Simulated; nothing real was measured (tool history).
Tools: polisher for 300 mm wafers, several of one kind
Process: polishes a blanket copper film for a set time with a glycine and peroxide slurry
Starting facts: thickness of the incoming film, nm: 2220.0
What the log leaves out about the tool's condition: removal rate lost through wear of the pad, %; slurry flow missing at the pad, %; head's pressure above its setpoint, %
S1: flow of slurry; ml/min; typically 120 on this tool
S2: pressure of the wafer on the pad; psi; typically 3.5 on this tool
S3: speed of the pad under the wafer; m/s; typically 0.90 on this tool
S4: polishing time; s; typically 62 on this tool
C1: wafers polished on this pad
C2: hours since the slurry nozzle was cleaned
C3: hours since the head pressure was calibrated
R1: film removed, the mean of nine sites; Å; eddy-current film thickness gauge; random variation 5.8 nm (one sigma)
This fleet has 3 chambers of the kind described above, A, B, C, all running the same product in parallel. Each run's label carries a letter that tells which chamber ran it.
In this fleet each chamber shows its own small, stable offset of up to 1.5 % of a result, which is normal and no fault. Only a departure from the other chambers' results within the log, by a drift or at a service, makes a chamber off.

run	hour	S1	S2	S3	S4	C1	C2	C3	R1
# hour 2.6: chamber C: worn pad replaced by a new one
1C	3.4	120	3.5	0.90	62	9	306.5	951.4	4159.4
2B	7.7	120	3.5	0.90	62	934	350.8	436.7	4273.1
3A	13.6	120	3.5	0.90	62	226	714.5	272.0	4122.8
# hour 16.5: chamber B: worn pad replaced by a new one
4A	17.4	120	3.5	0.90	62	268	718.3	275.8	4053.6
5B	22.5	120	3.5	0.90	62	67	365.6	451.5	4201.5
6C	27.1	120	3.5	0.90	62	275	330.2	975.1	4206.2
7A	30.9	120	3.5	0.90	62	420	731.8	289.3	4144.0
8C	37.5	120	3.5	0.90	62	392	340.6	985.5	4118.7
# hour 42.1: chamber A: worn pad replaced by a new one
9B	42.4	120	3.5	1.10	62	291	385.5	471.4	4987.3
10C	45.5	120	3.5	1.10	62	482	348.6	993.5	4800.2
11A	52.3	120	3.5	1.10	62	114	753.2	310.7	4983.2
12B	57.2	120	3.5	0.90	62	457	400.3	486.2	4262.4
13C	62.1	120	3.5	0.90	62	668	365.2	1010.1	4026.7
14A	67.8	120	3.5	0.90	62	288	768.7	326.2	4072.4
15B	73.6	120	3.5	0.90	62	641	416.7	502.6	4166.5
16B	78.7	120	3.5	0.90	55	698	421.8	507.7	3746.7
17C	84.9	120	3.5	0.90	55	924	388.0	1032.9	3668.0
# hour 87.6: chamber A: slurry nozzle cleaned
18A	90.7	120	3.5	0.90	55	546	3.2	349.1	3705.9
# hour 92.1: chamber A: worn pad replaced by a new one
19C	94.4	120	3.5	0.90	62	1031	397.5	1042.4	4219.3
# hour 94.5: chamber C: worn pad replaced by a new one
20B	100.9	120	3.5	0.90	62	948	444.0	529.9	4178.4
21A	107.1	120	3.5	0.90	62	168	19.6	365.5	4135.1
22A	111.6	120	3.5	0.90	62	219	24.1	370.0	4164.1
# hour 114.6: chamber B: worn pad replaced by a new one
23B	118.2	120	3.5	0.90	62	40	461.3	547.2	4165.3
24C	124.0	135	3.5	1.18	62	332	427.1	1072.0	5331.2
25B	130.6	135	3.5	1.18	62	180	473.7	559.6	5374.6
26C	134.4	135	3.5	1.18	62	448	437.5	1082.4	5278.3
# hour 137.5: chamber A: worn pad replaced by a new one
# hour 139.2: chamber A: head pressure recalibrated
27A	140.4	120	3.5	0.90	62	33	52.9	1.2	4088.5
# hour 142.6: chamber C: head pressure recalibrated
28C	144.3	120	3.5	0.90	62	560	447.4	1.7	4127.3
29A	150.5	120	3.5	0.90	62	147	63.0	11.3	4120.8
30B	154.5	120	3.5	0.90	62	448	497.6	583.5	4221.5

Does one chamber stand apart from the rest, does the shared gauge drift, or is all well apart from small per-chamber offsets? Give the chamber and the most likely cause, where there is one.

The fleet is healthy, with each chamber sitting at its usual small offset and no drift in the gauge.

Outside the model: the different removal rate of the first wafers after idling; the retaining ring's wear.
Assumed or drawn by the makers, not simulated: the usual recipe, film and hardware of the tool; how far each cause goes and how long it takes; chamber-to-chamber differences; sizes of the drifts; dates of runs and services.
